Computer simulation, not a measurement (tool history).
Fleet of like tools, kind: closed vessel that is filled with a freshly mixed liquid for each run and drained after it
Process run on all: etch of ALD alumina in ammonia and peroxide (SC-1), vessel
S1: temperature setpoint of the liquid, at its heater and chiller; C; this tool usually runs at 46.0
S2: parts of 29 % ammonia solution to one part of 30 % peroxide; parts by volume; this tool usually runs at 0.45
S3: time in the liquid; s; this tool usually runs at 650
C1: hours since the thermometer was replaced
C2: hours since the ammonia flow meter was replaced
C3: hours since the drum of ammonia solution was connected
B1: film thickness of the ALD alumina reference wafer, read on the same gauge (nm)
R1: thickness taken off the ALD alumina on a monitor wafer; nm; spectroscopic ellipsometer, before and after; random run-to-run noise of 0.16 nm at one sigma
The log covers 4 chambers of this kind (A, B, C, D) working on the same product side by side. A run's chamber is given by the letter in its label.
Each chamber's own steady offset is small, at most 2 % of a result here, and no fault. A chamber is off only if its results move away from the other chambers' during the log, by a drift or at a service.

run   hour    S1    S2   S3      C1      C2     C3      B1      R1
 1D    5.1  46.0  0.45  650   248.4   895.7  273.8  59.972  35.956
 2C   10.1  46.0  0.45  650   660.4   261.5  664.9  59.961  36.846
 3A   15.9  46.0  0.45  650   464.5   706.1  421.7  59.974  36.574
 4B   19.0  46.0  0.45  650  1022.7   315.4  383.3  60.005  37.161
 5A   24.8  46.0  0.45  495   473.4   715.0  430.6  59.991  27.978
 6D   29.2  46.0  0.45  495   272.5   919.8  297.9  60.023  27.411
 7C   32.8  46.0  0.45  495   683.1   284.2  687.6  59.982  27.844
 8B   38.1  46.0  0.45  495  1041.8   334.5  402.4  60.030  28.503
 9B   43.2  46.0  0.45  650  1046.9   339.6  407.5  60.002  37.068
10C   48.4  54.5  0.55  650   698.7   299.8  703.2  59.997  59.823
11A   54.0  54.5  0.55  650   502.6   744.2  459.8  59.997  59.664
12D   59.4  54.5  0.55  650   302.7   950.0  328.1  60.001  58.008
13D   65.2  54.5  0.55  650   308.5   955.8  333.9  59.968  58.690
14C   69.9  46.0  0.45  650   720.2   321.3  724.7  60.027  36.804
15A   73.3  46.0  0.45  650   521.9   763.5  479.1  60.055  36.528
16B   78.4  46.0  0.45  650  1082.1   374.8  442.7  59.995  37.863
17A   81.5  49.5  0.45  495   530.1   771.7  487.3  59.998  33.901
18B   87.1  49.5  0.45  495  1090.8   383.5  451.4  59.981  35.245
      90.2  -- chamber C: new drum of ammonia solution connected
19C   92.5  49.5  0.45  495   742.8   343.9    2.4  60.029  33.860
20D   96.7  49.5  0.45  495   340.0   987.3  365.4  60.030  33.290
21C  101.2  46.0  0.55  650   751.5   352.6   11.1  59.997  37.152
22B  104.4  46.0  0.55  650  1108.1   400.8  468.7  59.997  39.115
23A  108.6  46.0  0.55  650   557.2   798.8  514.4  60.014  37.474
     112.7  -- chamber B: new drum of ammonia solution connected
24D  114.5  46.0  0.55  650   357.8  1005.1  383.2  59.956  36.939
     119.3  -- chamber A: new drum of ammonia solution connected
25B  120.0  46.0  0.45  650  1123.7   416.4    7.4  59.982  38.719
26C  125.3  46.0  0.45  650   775.6   376.7   35.2  59.977  36.769
27A  128.1  46.0  0.35  650   576.7   818.3    8.8  60.032  35.965
28D  132.4  46.0  0.35  650   375.7  1023.0  401.1  60.004  35.173
29B  135.2  46.0  0.35  650  1138.9   431.6   22.6  60.009  37.885
30A  141.0  46.0  0.35  650   589.6   831.2   21.7  59.954  36.016
31C  146.3  46.0  0.45  650   796.6   397.7   56.2  59.984  36.866
32D  150.5  46.0  0.45  650   393.8  1041.1  419.2  59.983  36.012
33C  154.0  46.0  0.45  650   804.3   405.4   63.9  59.956  36.667
34A  156.9  46.0  0.45  650   605.5   847.1   37.6  59.935  36.802

The same settings go to every chamber for the next run, one line per chamber below. Forecast the results for each:
35A  161.1  46.0  0.45  885                   ?
35B  161.1  46.0  0.45  885                   ?
35C  161.1  46.0  0.45  885                   ?
35D  161.1  46.0  0.45  885                   ?

run      R1
35A  50.137
35B  53.643
35C  50.158
35D  48.993

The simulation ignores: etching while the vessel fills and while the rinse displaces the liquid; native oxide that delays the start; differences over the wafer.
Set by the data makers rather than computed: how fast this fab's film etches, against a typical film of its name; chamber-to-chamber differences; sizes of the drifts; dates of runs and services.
